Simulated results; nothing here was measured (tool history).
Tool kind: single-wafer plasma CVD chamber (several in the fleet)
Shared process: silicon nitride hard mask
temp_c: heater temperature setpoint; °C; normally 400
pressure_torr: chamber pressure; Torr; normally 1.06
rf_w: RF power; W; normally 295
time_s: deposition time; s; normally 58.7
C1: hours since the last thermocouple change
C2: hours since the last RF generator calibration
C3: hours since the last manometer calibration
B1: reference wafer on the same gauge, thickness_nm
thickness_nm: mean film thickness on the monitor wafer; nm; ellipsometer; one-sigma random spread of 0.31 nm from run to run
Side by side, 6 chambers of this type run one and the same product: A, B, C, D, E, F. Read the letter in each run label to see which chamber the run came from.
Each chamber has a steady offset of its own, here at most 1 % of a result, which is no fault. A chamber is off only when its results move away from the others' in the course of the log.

run 1B hour=15.1 | temp_c=400 pressure_torr=1.06 rf_w=295 time_s=58.7 | C1=448.2 C2=1073.2 C3=623.1 | B1=68.913 | thickness_nm=58.948
run 2C hour=25.5 | temp_c=400 pressure_torr=1.06 rf_w=295 time_s=58.7 | C1=1391.8 C2=826.6 C3=598.6 | B1=68.887 | thickness_nm=58.569
run 3A hour=35.6 | temp_c=400 pressure_torr=1.06 rf_w=295 time_s=58.7 | C1=392.5 C2=1244 C3=2269.2 | B1=68.933 | thickness_nm=58.954
run 4F hour=49.3 | temp_c=400 pressure_torr=1.06 rf_w=295 time_s=58.7 | C1=1174 C2=411.4 C3=215.6 | B1=68.911 | thickness_nm=58.842
run 5E hour=59.3 | temp_c=400 pressure_torr=1.06 rf_w=295 time_s=58.7 | C1=637.7 C2=693.7 C3=1276.6 | B1=68.91 | thickness_nm=58.704
run 6D hour=73.9 | temp_c=400 pressure_torr=1.06 rf_w=295 time_s=58.7 | C1=967.6 C2=587.7 C3=422.7 | B1=68.98 | thickness_nm=59.039
run 7F hour=84.3 | temp_c=400 pressure_torr=1.06 rf_w=295 time_s=58.7 | C1=1209 C2=446.4 C3=250.6 | B1=68.901 | thickness_nm=59
run 8A hour=95.5 | temp_c=400 pressure_torr=1.06 rf_w=295 time_s=58.7 | C1=452.4 C2=1303.9 C3=2329.1 | B1=68.949 | thickness_nm=59.468
run 9E hour=105.5 | temp_c=400 pressure_torr=1.06 rf_w=295 time_s=58.7 | C1=683.9 C2=739.9 C3=1322.8 | B1=68.871 | thickness_nm=58.394
run 10C hour=116.3 | temp_c=400 pressure_torr=1.06 rf_w=295 time_s=58.7 | C1=1482.6 C2=917.4 C3=689.4 | B1=68.865 | thickness_nm=58.645
-- hour=121.9 chamber D: thermocouple changed; heater temperature recalibrated
run 11B hour=124 | temp_c=386 pressure_torr=1.26 rf_w=295 time_s=58.7 | C1=557.1 C2=1182.1 C3=732 | B1=68.873 | thickness_nm=62.769
run 12D hour=131.3 | temp_c=386 pressure_torr=1.26 rf_w=295 time_s=58.7 | C1=9.5 C2=645.1 C3=480.1 | B1=69.042 | thickness_nm=62.349
run 13E hour=143.2 | temp_c=386 pressure_torr=1.26 rf_w=295 time_s=58.7 | C1=721.6 C2=777.6 C3=1360.5 | B1=68.968 | thickness_nm=61.866
run 14C hour=149.9 | temp_c=386 pressure_torr=1.26 rf_w=295 time_s=58.7 | C1=1516.2 C2=951 C3=723 | B1=68.878 | thickness_nm=62.677
run 15D hour=164.2 | temp_c=386 pressure_torr=1.26 rf_w=295 time_s=58.7 | C1=42.4 C2=678 C3=513 | B1=68.984 | thickness_nm=62.847
run 16A hour=171.8 | temp_c=386 pressure_torr=1.26 rf_w=295 time_s=58.7 | C1=528.7 C2=1380.2 C3=2405.4 | B1=68.816 | thickness_nm=63.219
run 17F hour=184.4 | temp_c=400 pressure_torr=1.06 rf_w=295 time_s=58.7 | C1=1309.1 C2=546.5 C3=350.7 | B1=68.956 | thickness_nm=59.232
run 18B hour=197.9 | temp_c=400 pressure_torr=1.06 rf_w=295 time_s=58.7 | C1=631 C2=1256 C3=805.9 | B1=68.867 | thickness_nm=59.284
run 19F hour=206.9 | temp_c=412 pressure_torr=0.85 rf_w=295 time_s=58.7 | C1=1331.6 C2=569 C3=373.2 | B1=68.945 | thickness_nm=54.03
run 20A hour=213.5 | temp_c=412 pressure_torr=0.85 rf_w=295 time_s=58.7 | C1=570.4 C2=1421.9 C3=2447.1 | B1=68.775 | thickness_nm=54.52
run 21E hour=224.7 | temp_c=412 pressure_torr=0.85 rf_w=295 time_s=58.7 | C1=803.1 C2=859.1 C3=1442 | B1=68.964 | thickness_nm=54.057
run 22B hour=232.5 | temp_c=412 pressure_torr=0.85 rf_w=295 time_s=58.7 | C1=665.6 C2=1290.6 C3=840.5 | B1=68.99 | thickness_nm=54.096
-- hour=235.4 chamber A: capacitance manometer re-zeroed and calibrated
run 23D hour=245.8 | temp_c=412 pressure_torr=0.85 rf_w=295 time_s=58.7 | C1=124 C2=759.6 C3=594.6 | B1=68.874 | thickness_nm=54.298
run 24C hour=252.8 | temp_c=412 pressure_torr=0.85 rf_w=295 time_s=58.7 | C1=1619.1 C2=1053.9 C3=825.9 | B1=68.893 | thickness_nm=54.21
run 25E hour=265.8 | temp_c=400 pressure_torr=1.06 rf_w=295 time_s=58.7 | C1=844.2 C2=900.2 C3=1483.1 | B1=68.922 | thickness_nm=58.131
run 26B hour=280.1 | temp_c=400 pressure_torr=1.06 rf_w=295 time_s=58.7 | C1=713.2 C2=1338.2 C3=888.1 | B1=68.944 | thickness_nm=58.516
run 27D hour=290.7 | temp_c=400 pressure_torr=1.06 rf_w=295 time_s=58.7 | C1=168.9 C2=804.5 C3=639.5 | B1=68.82 | thickness_nm=58.797
run 28F hour=298 | temp_c=400 pressure_torr=1.06 rf_w=295 time_s=58.7 | C1=1422.7 C2=660.1 C3=464.3 | B1=68.887 | thickness_nm=58.787
run 29A hour=310.4 | temp_c=400 pressure_torr=1.06 rf_w=295 time_s=58.7 | C1=667.3 C2=1518.8 C3=75.1 | B1=68.848 | thickness_nm=59.593
run 30C hour=318.5 | temp_c=386 pressure_torr=1.06 rf_w=295 time_s=67.9 | C1=1684.8 C2=1119.6 C3=891.6 | B1=68.828 | thickness_nm=67.745
run 31B hour=333.2 | temp_c=386 pressure_torr=1.06 rf_w=295 time_s=67.9 | C1=766.3 C2=1391.3 C3=941.2 | B1=68.847 | thickness_nm=68.425
run 32A hour=340.1 | temp_c=386 pressure_torr=1.06 rf_w=295 time_s=67.9 | C1=697 C2=1548.5 C3=104.8 | B1=68.921 | thickness_nm=67.654
run 33C hour=354.1 | temp_c=386 pressure_torr=1.06 rf_w=295 time_s=67.9 | C1=1720.4 C2=1155.2 C3=927.2 | B1=68.912 | thickness_nm=68.482
run 34D hour=364.9 | temp_c=386 pressure_torr=1.06 rf_w=295 time_s=67.9 | C1=243.1 C2=878.7 C3=713.7 | B1=68.911 | thickness_nm=68.849
run 35E hour=372.3 | temp_c=386 pressure_torr=1.06 rf_w=295 time_s=67.9 | C1=950.7 C2=1006.7 C3=1589.6 | B1=68.993 | thickness_nm=68.412
-- hour=383.3 chamber E: capacitance manometer re-zeroed and calibrated
run 36F hour=387.5 | temp_c=400 pressure_torr=1.06 rf_w=295 time_s=58.7 | C1=1512.2 C2=749.6 C3=553.8 | B1=68.92 | thickness_nm=59.048
run 37D hour=398.5 | temp_c=400 pressure_torr=1.06 rf_w=295 time_s=58.7 | C1=276.7 C2=912.3 C3=747.3 | B1=68.878 | thickness_nm=59.132
run 38C hour=413.4 | temp_c=400 pressure_torr=1.06 rf_w=295 time_s=58.7 | C1=1779.7 C2=1214.5 C3=986.5 | B1=68.864 | thickness_nm=59.331
run 39E hour=423.9 | temp_c=400 pressure_torr=1.06 rf_w=295 time_s=58.7 | C1=1002.3 C2=1058.3 C3=40.7 | B1=68.799 | thickness_nm=58.677
run 40A hour=437.7 | temp_c=400 pressure_torr=1.06 rf_w=295 time_s=58.7 | C1=794.6 C2=1646.1 C3=202.4 | B1=68.886 | thickness_nm=58.883

Read the log: is a single chamber off, either drifting away or since a service, is the gauge that measures every chamber drifting, or is nothing wrong beyond small per-chamber offsets? Name any odd chamber and what most likely caused it.

Neither any chamber nor the gauge drifts; the chambers differ only by their own small, steady offsets.
